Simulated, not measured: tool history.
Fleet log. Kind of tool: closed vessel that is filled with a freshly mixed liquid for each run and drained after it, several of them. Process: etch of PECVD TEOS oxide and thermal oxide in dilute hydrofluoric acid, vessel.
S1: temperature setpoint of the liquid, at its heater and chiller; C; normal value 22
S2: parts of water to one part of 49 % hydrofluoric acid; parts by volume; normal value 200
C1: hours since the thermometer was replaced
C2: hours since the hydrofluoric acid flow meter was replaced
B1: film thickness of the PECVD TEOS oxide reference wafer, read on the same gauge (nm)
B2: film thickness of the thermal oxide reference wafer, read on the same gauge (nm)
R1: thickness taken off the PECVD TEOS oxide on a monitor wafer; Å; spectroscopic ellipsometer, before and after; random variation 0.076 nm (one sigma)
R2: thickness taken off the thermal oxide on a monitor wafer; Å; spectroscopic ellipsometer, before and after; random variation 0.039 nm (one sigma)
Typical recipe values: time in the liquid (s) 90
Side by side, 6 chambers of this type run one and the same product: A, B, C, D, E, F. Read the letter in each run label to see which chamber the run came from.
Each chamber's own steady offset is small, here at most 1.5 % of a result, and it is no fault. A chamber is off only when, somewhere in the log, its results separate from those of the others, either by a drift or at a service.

run 1D hour=7.6 | S1=22 S2=200 time_in_the_liquid_(s)=90 | C1=414.7 C2=1950 | B1=59.997 B2=60.032 | R1=104.92 R2=17.776
run 2E hour=13.8 | S1=22 S2=200 time_in_the_liquid_(s)=90 | C1=2289.5 C2=894.6 | B1=59.996 B2=60.012 | R1=105.24 R2=17.938
run 3F hour=19.8 | S1=22 S2=200 time_in_the_liquid_(s)=90 | C1=1335.3 C2=190.9 | B1=60.025 B2=59.996 | R1=104.36 R2=17.728
run 4B hour=28.5 | S1=22 S2=200 time_in_the_liquid_(s)=90 | C1=1196.7 C2=952.3 | B1=60.017 B2=59.973 | R1=103.6 R2=17.158
run 5C hour=40.4 | S1=22 S2=200 time_in_the_liquid_(s)=90 | C1=2246.4 C2=118.4 | B1=60.007 B2=60.014 | R1=103.54 R2=17.31
run 6A hour=48.4 | S1=22 S2=200 time_in_the_liquid_(s)=90 | C1=1200.5 C2=1975.2 | B1=59.948 B2=60.016 | R1=102.71 R2=17.281
run 7F hour=59.3 | S1=22 S2=200 time_in_the_liquid_(s)=90 | C1=1374.8 C2=230.4 | B1=60.012 B2=60.015 | R1=104.4 R2=17.326
run 8A hour=69.7 | S1=22 S2=200 time_in_the_liquid_(s)=90 | C1=1221.8 C2=1996.5 | B1=59.992 B2=59.996 | R1=102.09 R2=17.505
run 9E hour=76 | S1=22 S2=200 time_in_the_liquid_(s)=90 | C1=2351.7 C2=956.8 | B1=59.994 B2=60.003 | R1=103.69 R2=17.941
run 10C hour=87 | S1=22 S2=200 time_in_the_liquid_(s)=90 | C1=2293 C2=165 | B1=60.001 B2=60.018 | R1=102.62 R2=17.524
-- hour=93.3 chamber A: thermometer replaced
run 11B hour=97.3 | S1=22 S2=200 time_in_the_liquid_(s)=90 | C1=1265.5 C2=1021.1 | B1=59.999 B2=60.032 | R1=103.18 R2=17.536
-- hour=107.5 chamber E: hydrofluoric acid flow meter replaced
run 12D hour=108.5 | S1=24.5 S2=200 time_in_the_liquid_(s)=110 | C1=515.6 C2=2050.9 | B1=59.999 B2=59.999 | R1=139.78 R2=23.826
run 13A hour=119.5 | S1=24.5 S2=200 time_in_the_liquid_(s)=110 | C1=26.3 C2=2046.3 | B1=60.007 B2=60.01 | R1=137.53 R2=23.898
run 14E hour=125.5 | S1=24.5 S2=200 time_in_the_liquid_(s)=110 | C1=2401.2 C2=18.1 | B1=60.008 B2=60.003 | R1=137.97 R2=23.37
run 15B hour=131.7 | S1=24.5 S2=200 time_in_the_liquid_(s)=110 | C1=1299.9 C2=1055.5 | B1=59.988 B2=59.973 | R1=137.94 R2=22.96
run 16D hour=143.1 | S1=24.5 S2=200 time_in_the_liquid_(s)=110 | C1=550.2 C2=2085.5 | B1=60.005 B2=60.012 | R1=137.74 R2=23.533
run 17F hour=155.2 | S1=24.5 S2=200 time_in_the_liquid_(s)=110 | C1=1470.7 C2=326.3 | B1=59.997 B2=60.002 | R1=141.06 R2=23.738
run 18C hour=165.3 | S1=24.5 S2=200 time_in_the_liquid_(s)=140 | C1=2371.3 C2=243.3 | B1=60.001 B2=60.055 | R1=177.27 R2=29.979
run 19E hour=175.6 | S1=24.5 S2=200 time_in_the_liquid_(s)=140 | C1=2451.3 C2=68.2 | B1=60.009 B2=59.961 | R1=177.31 R2=28.674
run 20C hour=184.7 | S1=24.5 S2=200 time_in_the_liquid_(s)=140 | C1=2390.7 C2=262.7 | B1=60.012 B2=60.011 | R1=177.21 R2=30.469
run 21A hour=191.7 | S1=24.5 S2=200 time_in_the_liquid_(s)=140 | C1=98.5 C2=2118.5 | B1=60.002 B2=60 | R1=176.27 R2=31.165
-- hour=196.3 chamber C: thermometer replaced
run 22B hour=197.8 | S1=24.5 S2=200 time_in_the_liquid_(s)=140 | C1=1366 C2=1121.6 | B1=60 B2=60.02 | R1=176.01 R2=29.378
-- hour=200.8 chamber A: hydrofluoric acid flow meter replaced
run 23D hour=204.2 | S1=24.5 S2=200 time_in_the_liquid_(s)=140 | C1=611.3 C2=2146.6 | B1=59.98 B2=59.992 | R1=175.63 R2=30.193
run 24F hour=215.5 | S1=22 S2=200 time_in_the_liquid_(s)=90 | C1=1531 C2=386.6 | B1=59.989 B2=59.944 | R1=104.06 R2=17.655
run 25F hour=225.3 | S1=22 S2=200 time_in_the_liquid_(s)=90 | C1=1540.8 C2=396.4 | B1=59.998 B2=59.973 | R1=103.68 R2=18.379
run 26C hour=233.7 | S1=22 S2=120 time_in_the_liquid_(s)=90 | C1=37.4 C2=311.7 | B1=59.971 B2=60.024 | R1=188.82 R2=32.976
run 27B hour=239.8 | S1=22 S2=120 time_in_the_liquid_(s)=90 | C1=1408 C2=1163.6 | B1=60.008 B2=60.004 | R1=188.04 R2=32.984
-- hour=243.5 chamber B: thermometer replaced
run 28A hour=249.7 | S1=22 S2=120 time_in_the_liquid_(s)=90 | C1=156.5 C2=48.9 | B1=59.996 B2=60.014 | R1=183.83 R2=31.534
run 29D hour=261.3 | S1=22 S2=120 time_in_the_liquid_(s)=90 | C1=668.4 C2=2203.7 | B1=59.987 B2=60 | R1=189.09 R2=31.794
run 30E hour=272.1 | S1=22 S2=120 time_in_the_liquid_(s)=90 | C1=2547.8 C2=164.7 | B1=59.992 B2=59.973 | R1=191.3 R2=31.79
run 31C hour=279.7 | S1=22 S2=120 time_in_the_liquid_(s)=90 | C1=83.4 C2=357.7 | B1=60.006 B2=60.014 | R1=191.91 R2=31.91
run 32F hour=289.7 | S1=18.5 S2=200 time_in_the_liquid_(s)=90 | C1=1605.2 C2=460.8 | B1=59.991 B2=59.974 | R1=91.081 R2=15.551
run 33A hour=296.4 | S1=18.5 S2=200 time_in_the_liquid_(s)=90 | C1=203.2 C2=95.6 | B1=59.994 B2=59.987 | R1=89.95 R2=14.791
run 34D hour=308.5 | S1=18.5 S2=200 time_in_the_liquid_(s)=90 | C1=715.6 C2=2250.9 | B1=60.002 B2=59.994 | R1=90.313 R2=14.883
run 35E hour=314.6 | S1=18.5 S2=200 time_in_the_liquid_(s)=90 | C1=2590.3 C2=207.2 | B1=60.022 B2=59.951 | R1=90.726 R2=15.129
run 36B hour=324.4 | S1=18.5 S2=200 time_in_the_liquid_(s)=90 | C1=80.9 C2=1248.2 | B1=59.98 B2=60.017 | R1=91.592 R2=15.883
run 37C hour=329.8 | S1=18.5 S2=200 time_in_the_liquid_(s)=90 | C1=133.5 C2=407.8 | B1=60.004 B2=59.955 | R1=89.977 R2=15.68
run 38E hour=335.7 | S1=22 S2=200 time_in_the_liquid_(s)=90 | C1=2611.4 C2=228.3 | B1=59.992 B2=59.975 | R1=102.94 R2=17.645
run 39F hour=344.5 | S1=22 S2=200 time_in_the_liquid_(s)=90 | C1=1660 C2=515.6 | B1=60.01 B2=60.028 | R1=105.54 R2=17.162
run 40D hour=353.3 | S1=22 S2=200 time_in_the_liquid_(s)=90 | C1=760.4 C2=2295.7 | B1=59.98 B2=60.028 | R1=103.44 R2=17.244

For the next run the whole fleet of 6 chambers uses the same settings. Give each chamber's results:
run 41A hour=362.1 | S1=24.5 S2=200 time_in_the_liquid_(s)=90 | R1=? R2=?
run 41B hour=362.1 | S1=24.5 S2=200 time_in_the_liquid_(s)=90 | R1=? R2=?
run 41C hour=362.1 | S1=24.5 S2=200 time_in_the_liquid_(s)=90 | R1=? R2=?
run 41D hour=362.1 | S1=24.5 S2=200 time_in_the_liquid_(s)=90 | R1=? R2=?
run 41E hour=362.1 | S1=24.5 S2=200 time_in_the_liquid_(s)=90 | R1=? R2=?
run 41F hour=362.1 | S1=24.5 S2=200 time_in_the_liquid_(s)=90 | R1=? R2=?

run=41A R1=112.55 R2=19.413
run=41B R1=113.38 R2=18.975
run=41C R1=113.94 R2=18.893
run=41D R1=113.34 R2=19.205
run=41E R1=115.31 R2=18.737
run=41F R1=114.99 R2=18.821

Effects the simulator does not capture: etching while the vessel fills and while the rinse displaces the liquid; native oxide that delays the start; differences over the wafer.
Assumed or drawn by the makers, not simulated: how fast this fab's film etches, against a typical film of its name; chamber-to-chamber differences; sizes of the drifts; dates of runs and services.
